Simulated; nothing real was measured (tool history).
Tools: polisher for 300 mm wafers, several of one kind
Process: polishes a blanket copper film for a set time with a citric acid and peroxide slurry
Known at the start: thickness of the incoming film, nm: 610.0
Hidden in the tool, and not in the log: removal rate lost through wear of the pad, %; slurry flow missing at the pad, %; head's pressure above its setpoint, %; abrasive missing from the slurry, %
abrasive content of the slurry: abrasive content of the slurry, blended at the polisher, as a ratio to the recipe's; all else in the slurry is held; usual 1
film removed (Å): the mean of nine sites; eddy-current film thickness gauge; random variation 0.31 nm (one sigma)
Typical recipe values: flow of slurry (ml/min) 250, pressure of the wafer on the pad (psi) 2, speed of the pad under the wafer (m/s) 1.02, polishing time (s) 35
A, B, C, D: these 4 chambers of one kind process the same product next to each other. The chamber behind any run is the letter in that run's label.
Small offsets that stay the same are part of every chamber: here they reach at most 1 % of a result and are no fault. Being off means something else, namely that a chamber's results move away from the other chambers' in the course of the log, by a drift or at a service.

run,day,flow of slurry (ml/min),pressure of the wafer on the pad (psi),speed of the pad under the wafer (m/s),abrasive content of the slurry,polishing time (s),wafers polished on this pad,hours since the slurry nozzle was cleaned,hours since the head pressure was calibrated,hours since the slurry blender was calibrated,film removed (Å)
1C,0.258,250,2,1.02,1,35,595,86.8,138.2,164,499.5
2A,0.567,250,2,1.02,1,35,289,197.7,1187.4,55.4,494.09
# day 0.679: chamber D: worn pad replaced by a new one
3D,0.825,250,2,1.02,1,35,43,181.8,221.2,348.2,501.08
4B,1.142,250,2,1.02,1,35,732,255.1,186.4,132.7,501.98
# day 1.196: chamber C: worn pad replaced by a new one
5A,1.412,250,2,1.02,1,35,540,218,1207.7,75.7,497.06
# day 1.8: chamber B: worn pad replaced by a new one
6C,1.8,250,2,1.02,1,35,180,123.8,175.2,201,496.97
# day 2.15: chamber A: worn pad replaced by a new one
# day 2.175: chamber A: slurry blender recalibrated
7B,2.204,250,2,1.02,1,35,120,280.6,211.9,158.2,500.66
8D,2.512,250,2,1.02,1,35,545,222.3,261.7,388.7,502.17
# day 2.6: chamber D: slurry nozzle cleaned
9D,2.912,250,2.7,0.7,1,35,664,7.5,271.3,398.3,464.45
10B,3.221,250,2.7,0.7,1,35,422,305,236.3,182.6,465.52
11A,3.625,250,2.7,0.7,1,35,439,271.1,1260.8,34.9,461.27
# day 3.708: chamber A: head pressure recalibrated
# day 3.962: chamber D: worn pad replaced by a new one
12C,3.975,250,2.7,0.7,1,35,826,176,227.4,253.2,457.98
# day 4.254: chamber C: worn pad replaced by a new one
13A,4.371,250,2,0.68,1,35,660,289,15.9,52.8,334.9
# day 4.521: chamber D: slurry blender recalibrated
14C,4.638,250,2,0.68,1,35,114,191.9,243.3,269.1,333.45
15D,4.892,250,2,0.68,1,35,276,55,318.8,8.9,340.65
# day 5.021: chamber A: worn pad replaced by a new one
16B,5.183,250,2,0.68,1,35,1005,352.1,283.4,229.7,336.44
# day 5.275: chamber B: worn pad replaced by a new one
# day 5.396: chamber B: slurry nozzle cleaned
17C,5.467,250,2,1.02,1,35,360,211.8,263.2,289,496.87
18B,5.85,250,2,1.02,1,35,171,10.9,299.4,245.7,490.98
19D,6.229,250,2,1.02,1,35,673,87.1,350.9,41,499.52
20A,6.408,250,2,1.02,1,35,413,337.9,64.8,101.7,494.57
21B,6.625,250,2,1.02,1,35,401,29.5,318,264.3,495.24
# day 6.842: chamber C: worn pad replaced by a new one
22A,6.942,250,2,1.02,1,35,572,350.7,77.6,114.5,497.84
# day 6.975: chamber A: slurry blender recalibrated
23C,7.267,250,2,1.02,1,35,126,255,306.4,332.2,495.37
# day 7.292: chamber A: worn pad replaced by a new one
24D,7.525,250,2,1.02,1,35,1058,118.2,382,72.1,495.52
25D,7.788,280,2,1.02,1,35,1136,124.5,388.3,78.4,504.17
26C,8,280,2,1.02,1,35,344,272.6,324,349.8,502.23
# day 8.075: chamber D: worn pad replaced by a new one
27B,8.254,280,2,1.02,1,35,885,68.6,357.1,303.4,493.72
# day 8.521: chamber C: head pressure recalibrated
28A,8.529,280,2,1.02,1,35,367,388.8,115.7,37.4,496.14
29A,8.829,250,2,1.02,1,35,457,396,122.9,44.6,499.78
# day 8.908: chamber B: worn pad replaced by a new one
30C,9.196,250,2.6,1.02,1,35,700,301.3,16.2,378.5,639.93
# day 9.412: chamber C: worn pad replaced by a new one
31D,9.508,250,2.6,1.02,1,35,426,165.8,429.6,119.7,650.99
# day 9.592: chamber A: worn pad replaced by a new one
32B,9.792,250,2.6,1.02,1,35,263,105.5,394,340.3,635.08
# day 10.062: chamber C: slurry blender recalibrated
33D,10.146,250,2.6,1.02,1,35,616,181.1,444.9,135,639.97
34B,10.388,250,2,0.68,1,24,440,119.8,408.3,354.6,227.64
35A,10.692,250,2,0.68,1,24,328,440.7,167.6,89.3,232.34
36C,11.079,250,2,0.68,1,24,495,346.5,61.4,24.5,226.59
37B,11.262,250,2,0.68,1,24,700,140.8,429.3,375.6,229.83
38A,11.638,250,2,1.02,1,35,609,463.4,190.3,112,493.86
39C,11.942,250,2,1.02,1,35,751,367.2,82.1,45.2,497.65
# day 11.983: chamber D: worn pad replaced by a new one
40D,12.296,250,2,1.02,1,35,93,232.7,496.5,186.6,503.27
41C,12.479,250,2,1.02,1,35,911,380.1,95,58.1,502.3
42D,12.854,250,2,1.02,1,35,259,246.1,509.9,200,507.34

Decide between three cases: one chamber stands off from its peers, the gauge reading all wafers drifts, or nothing is wrong past each chamber's small offset. Where a chamber is off, say which and what most likely put it there.

One chamber, B, drifts off from the rest bit by bit.
Likeliest cause: abrasive missing from the slurry, % = 16.9.
With only this log, it may be confused with: head's pressure below its setpoint, %.

Which of the 4 candidates below, each the usual settings with something changed and its results left as question marks, puts chamber B back in line with what the other chambers give on the usual settings?
In line here means within this much of the mean the other chambers give on the usual settings: film removed (Å) 11
43B-1,13.15,250,2,1.02,1,36,,,,,?
43B-2,13.15,250,2,1.06,1,36,,,,,?
43B-3,13.15,250,2,0.98,1,35,,,,,?
43B-4,13.15,210,2,1.02,0.8,35,,,,,?

On the usual settings, the other chambers give on average: film removed (Å) 497.81
run,film removed (Å)
43B-1,495.71
43B-2,514.24
43B-3,463.93
43B-4,451.4
The answer is 43B-1, which returns the chamber to within the allowed miss of the others.
